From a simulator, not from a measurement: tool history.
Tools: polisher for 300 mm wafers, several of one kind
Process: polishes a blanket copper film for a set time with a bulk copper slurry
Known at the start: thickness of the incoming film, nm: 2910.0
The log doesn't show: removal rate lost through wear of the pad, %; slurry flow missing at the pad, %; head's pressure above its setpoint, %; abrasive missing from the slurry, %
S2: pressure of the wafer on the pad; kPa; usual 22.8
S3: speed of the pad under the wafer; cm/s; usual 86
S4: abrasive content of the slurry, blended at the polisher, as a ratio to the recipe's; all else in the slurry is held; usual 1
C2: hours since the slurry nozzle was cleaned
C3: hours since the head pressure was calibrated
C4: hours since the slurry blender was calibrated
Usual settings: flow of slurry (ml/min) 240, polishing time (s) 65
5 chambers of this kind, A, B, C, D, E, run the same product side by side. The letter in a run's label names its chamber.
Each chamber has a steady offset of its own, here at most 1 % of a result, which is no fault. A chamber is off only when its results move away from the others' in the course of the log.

run 1C hour=4.9 | flow_of_slurry_(ml/min)=240 S2=22.8 S3=86 S4=1 polishing_time_(s)=65 | wafers_polished_on_this_pad=160 C2=266.1 C3=797.7 C4=141.8 | film_removed_(nm)=498.47
run 2D hour=8.6 | flow_of_slurry_(ml/min)=240 S2=22.8 S3=86 S4=1 polishing_time_(s)=65 | wafers_polished_on_this_pad=218 C2=304.3 C3=1040.8 C4=119.6 | film_removed_(nm)=485.1
-- hour=10.8 chamber B: worn pad replaced by a new one
run 3A hour=12.5 | flow_of_slurry_(ml/min)=240 S2=22.8 S3=86 S4=1 polishing_time_(s)=65 | wafers_polished_on_this_pad=466 C2=47.8 C3=827.8 C4=377 | film_removed_(nm)=504.83
-- hour=13.2 chamber A: slurry blender recalibrated
run 4E hour=17.1 | flow_of_slurry_(ml/min)=240 S2=22.8 S3=86 S4=1 polishing_time_(s)=65 | wafers_polished_on_this_pad=554 C2=29.1 C3=529.2 C4=133.7 | film_removed_(nm)=496.28
-- hour=20.8 chamber E: slurry blender recalibrated
run 5B hour=22.8 | flow_of_slurry_(ml/min)=240 S2=22.8 S3=86 S4=1 polishing_time_(s)=65 | wafers_polished_on_this_pad=71 C2=595.8 C3=181 C4=96.2 | film_removed_(nm)=496.55
run 6D hour=28.6 | flow_of_slurry_(ml/min)=240 S2=22.8 S3=86 S4=1 polishing_time_(s)=65 | wafers_polished_on_this_pad=336 C2=324.3 C3=1060.8 C4=139.6 | film_removed_(nm)=495.51
-- hour=34.9 chamber E: worn pad replaced by a new one
run 7B hour=36 | flow_of_slurry_(ml/min)=170 S2=18.6 S3=86 S4=1 polishing_time_(s)=65 | wafers_polished_on_this_pad=149 C2=609 C3=194.2 C4=109.4 | film_removed_(nm)=388.62
run 8E hour=44.1 | flow_of_slurry_(ml/min)=170 S2=18.6 S3=86 S4=1 polishing_time_(s)=65 | wafers_polished_on_this_pad=54 C2=56.1 C3=556.2 C4=23.4 | film_removed_(nm)=385.97
run 9A hour=51.8 | flow_of_slurry_(ml/min)=170 S2=18.6 S3=86 S4=1 polishing_time_(s)=65 | wafers_polished_on_this_pad=699 C2=87.1 C3=867.1 C4=38.6 | film_removed_(nm)=383.05
run 10C hour=55.5 | flow_of_slurry_(ml/min)=170 S2=18.6 S3=86 S4=1 polishing_time_(s)=65 | wafers_polished_on_this_pad=460 C2=316.7 C3=848.3 C4=192.4 | film_removed_(nm)=386.32
run 11D hour=62.8 | flow_of_slurry_(ml/min)=170 S2=18.6 S3=86 S4=1 polishing_time_(s)=65 | wafers_polished_on_this_pad=539 C2=358.5 C3=1095 C4=173.8 | film_removed_(nm)=377.41
run 12C hour=68 | flow_of_slurry_(ml/min)=240 S2=22.8 S3=86 S4=1 polishing_time_(s)=65 | wafers_polished_on_this_pad=534 C2=329.2 C3=860.8 C4=204.9 | film_removed_(nm)=503.4
run 13A hour=73.2 | flow_of_slurry_(ml/min)=240 S2=22.8 S3=86 S4=1 polishing_time_(s)=65 | wafers_polished_on_this_pad=825 C2=108.5 C3=888.5 C4=60 | film_removed_(nm)=500.24
-- hour=73.3 chamber C: worn pad replaced by a new one
run 14E hour=79.5 | flow_of_slurry_(ml/min)=240 S2=22.8 S3=86 S4=1 polishing_time_(s)=65 | wafers_polished_on_this_pad=264 C2=91.5 C3=591.6 C4=58.8 | film_removed_(nm)=498.11
run 15B hour=84.2 | flow_of_slurry_(ml/min)=240 S2=22.8 S3=86 S4=1 polishing_time_(s)=65 | wafers_polished_on_this_pad=434 C2=657.2 C3=242.4 C4=157.6 | film_removed_(nm)=493.26
-- hour=88.4 chamber D: head pressure recalibrated
run 16C hour=90.4 | flow_of_slurry_(ml/min)=240 S2=22.8 S3=86 S4=1 polishing_time_(s)=65 | wafers_polished_on_this_pad=101 C2=351.6 C3=883.2 C4=227.3 | film_removed_(nm)=495.71
run 17B hour=98.2 | flow_of_slurry_(ml/min)=240 S2=22.8 S3=86 S4=1 polishing_time_(s)=65 | wafers_polished_on_this_pad=517 C2=671.2 C3=256.4 C4=171.6 | film_removed_(nm)=512.36
-- hour=98.4 chamber C: slurry nozzle cleaned
-- hour=103.9 chamber C: slurry blender recalibrated
-- hour=105.5 chamber A: worn pad replaced by a new one
run 18E hour=106.2 | flow_of_slurry_(ml/min)=240 S2=22.8 S3=86 S4=1 polishing_time_(s)=65 | wafers_polished_on_this_pad=422 C2=118.2 C3=618.3 C4=85.5 | film_removed_(nm)=504.4
run 19D hour=110.4 | flow_of_slurry_(ml/min)=240 S2=22.8 S3=86 S4=1 polishing_time_(s)=65 | wafers_polished_on_this_pad=820 C2=406.1 C3=22 C4=221.4 | film_removed_(nm)=475.22
-- hour=113.9 chamber B: slurry blender recalibrated
run 20A hour=115.9 | flow_of_slurry_(ml/min)=240 S2=22.8 S3=86 S4=1 polishing_time_(s)=65 | wafers_polished_on_this_pad=62 C2=151.2 C3=931.2 C4=102.7 | film_removed_(nm)=500.34
run 21A hour=123.6 | flow_of_slurry_(ml/min)=240 S2=22.8 S3=86 S4=1 polishing_time_(s)=65 | wafers_polished_on_this_pad=107 C2=158.9 C3=938.9 C4=110.4 | film_removed_(nm)=505.94
run 22E hour=131.8 | flow_of_slurry_(ml/min)=240 S2=22.8 S3=86 S4=1 polishing_time_(s)=65 | wafers_polished_on_this_pad=573 C2=143.8 C3=643.9 C4=111.1 | film_removed_(nm)=505.07
-- hour=138.3 chamber A: head pressure recalibrated
run 23C hour=138.3 | flow_of_slurry_(ml/min)=240 S2=22.8 S3=86 S4=0.75 polishing_time_(s)=65 | wafers_polished_on_this_pad=384 C2=40 C3=931.1 C4=34.5 | film_removed_(nm)=470.82
-- hour=140.5 chamber E: worn pad replaced by a new one
-- hour=143.1 chamber E: slurry blender recalibrated
run 24D hour=144.3 | flow_of_slurry_(ml/min)=240 S2=22.8 S3=86 S4=0.75 polishing_time_(s)=65 | wafers_polished_on_this_pad=1021 C2=440 C3=55.9 C4=255.3 | film_removed_(nm)=433.45
run 25B hour=151.3 | flow_of_slurry_(ml/min)=240 S2=22.8 S3=86 S4=0.75 polishing_time_(s)=65 | wafers_polished_on_this_pad=831 C2=724.3 C3=309.5 C4=37.4 | film_removed_(nm)=463.75
-- hour=157.8 chamber C: worn pad replaced by a new one
run 26D hour=158.6 | flow_of_slurry_(ml/min)=240 S2=22.8 S3=86 S4=0.75 polishing_time_(s)=65 | wafers_polished_on_this_pad=1106 C2=454.3 C3=70.2 C4=269.6 | film_removed_(nm)=434.44
run 27B hour=166.3 | flow_of_slurry_(ml/min)=240 S2=22.8 S3=86 S4=0.75 polishing_time_(s)=65 | wafers_polished_on_this_pad=920 C2=739.3 C3=324.5 C4=52.4 | film_removed_(nm)=469.78
run 28A hour=169.9 | flow_of_slurry_(ml/min)=240 S2=17.9 S3=86 S4=1.1 polishing_time_(s)=65 | wafers_polished_on_this_pad=381 C2=205.2 C3=31.6 C4=156.7 | film_removed_(nm)=397.96
run 29C hour=177.6 | flow_of_slurry_(ml/min)=240 S2=17.9 S3=86 S4=1.1 polishing_time_(s)=65 | wafers_polished_on_this_pad=117 C2=79.3 C3=970.4 C4=73.8 | film_removed_(nm)=399.28
run 30E hour=184.3 | flow_of_slurry_(ml/min)=240 S2=17.9 S3=86 S4=1.1 polishing_time_(s)=65 | wafers_polished_on_this_pad=259 C2=196.3 C3=696.4 C4=41.2 | film_removed_(nm)=404.35
run 31A hour=192 | flow_of_slurry_(ml/min)=240 S2=17.9 S3=86 S4=1.1 polishing_time_(s)=65 | wafers_polished_on_this_pad=512 C2=227.3 C3=53.7 C4=178.8 | film_removed_(nm)=397.59
run 32D hour=195.7 | flow_of_slurry_(ml/min)=240 S2=17.9 S3=86 S4=1.1 polishing_time_(s)=65 | wafers_polished_on_this_pad=1325 C2=491.4 C3=107.3 C4=306.7 | film_removed_(nm)=369.4
run 33C hour=201.4 | flow_of_slurry_(ml/min)=240 S2=22.8 S3=86 S4=1 polishing_time_(s)=65 | wafers_polished_on_this_pad=258 C2=103.1 C3=994.2 C4=97.6 | film_removed_(nm)=500.84
run 34B hour=205.8 | flow_of_slurry_(ml/min)=240 S2=22.8 S3=86 S4=1 polishing_time_(s)=65 | wafers_polished_on_this_pad=1153 C2=778.8 C3=364 C4=91.9 | film_removed_(nm)=506.04
-- hour=210.7 chamber D: slurry blender recalibrated
run 35E hour=214.1 | flow_of_slurry_(ml/min)=240 S2=22.8 S3=86 S4=1 polishing_time_(s)=65 | wafers_polished_on_this_pad=435 C2=226.1 C3=726.2 C4=71 | film_removed_(nm)=493.85
-- hour=216.4 chamber B: worn pad replaced by a new one
run 36D hour=221.2 | flow_of_slurry_(ml/min)=240 S2=22.8 S3=86 S4=1 polishing_time_(s)=65 | wafers_polished_on_this_pad=1476 C2=516.9 C3=132.8 C4=10.5 | film_removed_(nm)=445.18
run 37C hour=228.4 | flow_of_slurry_(ml/min)=240 S2=22.8 S3=86 S4=1 polishing_time_(s)=65 | wafers_polished_on_this_pad=418 C2=130.1 C3=1021.2 C4=124.6 | film_removed_(nm)=509.11
run 38B hour=235.9 | flow_of_slurry_(ml/min)=190 S2=22.8 S3=86 S4=1 polishing_time_(s)=72 | wafers_polished_on_this_pad=115 C2=808.9 C3=394.1 C4=122 | film_removed_(nm)=545.11

All 5 chambers run these settings next. Forecast each chamber's results:
run 39A hour=241.8 | flow_of_slurry_(ml/min)=240 S2=22.8 S3=86 S4=1 polishing_time_(s)=65 | film_removed_(nm)=?
run 39B hour=241.8 | flow_of_slurry_(ml/min)=240 S2=22.8 S3=86 S4=1 polishing_time_(s)=65 | film_removed_(nm)=?
run 39C hour=241.8 | flow_of_slurry_(ml/min)=240 S2=22.8 S3=86 S4=1 polishing_time_(s)=65 | film_removed_(nm)=?
run 39D hour=241.8 | flow_of_slurry_(ml/min)=240 S2=22.8 S3=86 S4=1 polishing_time_(s)=65 | film_removed_(nm)=?
run 39E hour=241.8 | flow_of_slurry_(ml/min)=240 S2=22.8 S3=86 S4=1 polishing_time_(s)=65 | film_removed_(nm)=?

run=39A film_removed_(nm)=489.62
run=39B film_removed_(nm)=511.55
run=39C film_removed_(nm)=498.83
run=39D film_removed_(nm)=433.12
run=39E film_removed_(nm)=508.56
